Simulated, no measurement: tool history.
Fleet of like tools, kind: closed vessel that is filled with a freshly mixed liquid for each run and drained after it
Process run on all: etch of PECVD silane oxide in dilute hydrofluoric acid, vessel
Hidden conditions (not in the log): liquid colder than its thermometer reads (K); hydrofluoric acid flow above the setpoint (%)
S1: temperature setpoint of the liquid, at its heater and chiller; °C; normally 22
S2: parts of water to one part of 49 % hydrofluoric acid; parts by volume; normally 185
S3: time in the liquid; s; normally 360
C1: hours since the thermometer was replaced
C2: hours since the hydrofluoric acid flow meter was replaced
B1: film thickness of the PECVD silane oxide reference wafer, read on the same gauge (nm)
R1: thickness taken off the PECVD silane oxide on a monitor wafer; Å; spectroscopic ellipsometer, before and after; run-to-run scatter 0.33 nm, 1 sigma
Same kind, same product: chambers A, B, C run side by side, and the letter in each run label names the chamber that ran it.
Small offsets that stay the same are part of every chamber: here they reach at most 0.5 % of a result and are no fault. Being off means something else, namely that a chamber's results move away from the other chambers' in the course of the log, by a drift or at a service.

run   hour    S1   S2   S3      C1      C2      B1      R1
 1B   11.8    22  185  360   884.1   675.5  149.98  365.73
      13.7  -- chamber A: thermometer replaced
 2C   18.8    22  185  360    1098   125.2  149.99  370.83
 3A   29.3    22  185  360    15.7   872.4  149.97  367.52
 4A   40.2    22  185  360    26.6   883.3  149.96  372.84
 5B   50.7    22  185  360     923   714.4  150.02  368.87
 6C   56.6    22  185  360  1135.8     163  150.01  370.68
 7A   64.1    22  130  360    50.5   907.2  150.03  560.45
 8C   71.9    22  130  360  1151.1   178.3  150.05  566.88
 9B   79.6    22  130  360   951.9   743.3  149.99  554.42
10B   87.4    22  185  360   959.7   751.1  150.01  369.74
11C   98.5    24  220  360  1177.7   204.9  149.99  321.51
12A  105.4    24  220  360    91.8   948.5  149.99  325.34
13C    115    24  220  360  1194.2   221.4  149.99  316.49
14B  122.9    22  185  360   995.2   786.6     150  362.22
15A  133.1    22  185  360   119.5   976.2     150  369.74
16C  141.4    22  185  360  1220.6   247.8  149.98  368.84
17A  146.9    22  185  360   133.3     990  150.01  365.82
18B  152.7    22  185  360    1025   816.4  149.99  370.61
19C  162.1    22  185  360  1241.3   268.5  149.98   371.1
20A    173    24  185  495   159.4  1016.1  150.01  550.17
21B  181.7    24  185  495    1054   845.4  150.03  553.83
22C  191.8    24  185  495    1271   298.2  149.98  542.11
23B  202.4    22  185  360  1074.7   866.1  149.98  363.74
24A    212    22  185  360   198.4  1055.1  149.99  384.49
25C    222    22  185  360  1301.2   328.4     150  372.99
26A  229.1    22  185  360   215.5  1072.2  150.02  383.14
27B  237.7    22  185  360    1110   901.4  149.98   359.9
28B  249.1    22  185  360  1121.4   912.8  150.04  362.68
29C  257.3    22  185  360  1336.5   363.7  150.06  367.17
30A  265.9    22  185  360   252.3    1109  149.98  397.24
31C  274.7    22  185  360  1353.9   381.1  149.98  371.75
32A  283.1  17.5  185  360   269.5  1126.2  149.99  328.81
33B  288.7  17.5  185  360    1161   952.4  149.98  309.55
34A  298.1  17.5  185  360   284.5  1141.2  149.99  332.89
35C  305.7    22  130  360  1384.9   412.1  150.01  553.55
36B  316.5    22  130  360  1188.8   980.2  149.97   553.4
37C  326.6    22  130  360  1405.8     433  150.03  552.89
38B  338.4    22  185  360  1210.7  1002.1  150.01  366.58

Predict what each chamber gives when all 3 of them run the settings below next.
39A   347  22  185  360               ?
39B   347  22  185  360               ?
39C   347  22  185  360               ?

run      R1
39A  409.23
39B  368.06
39C  371.38
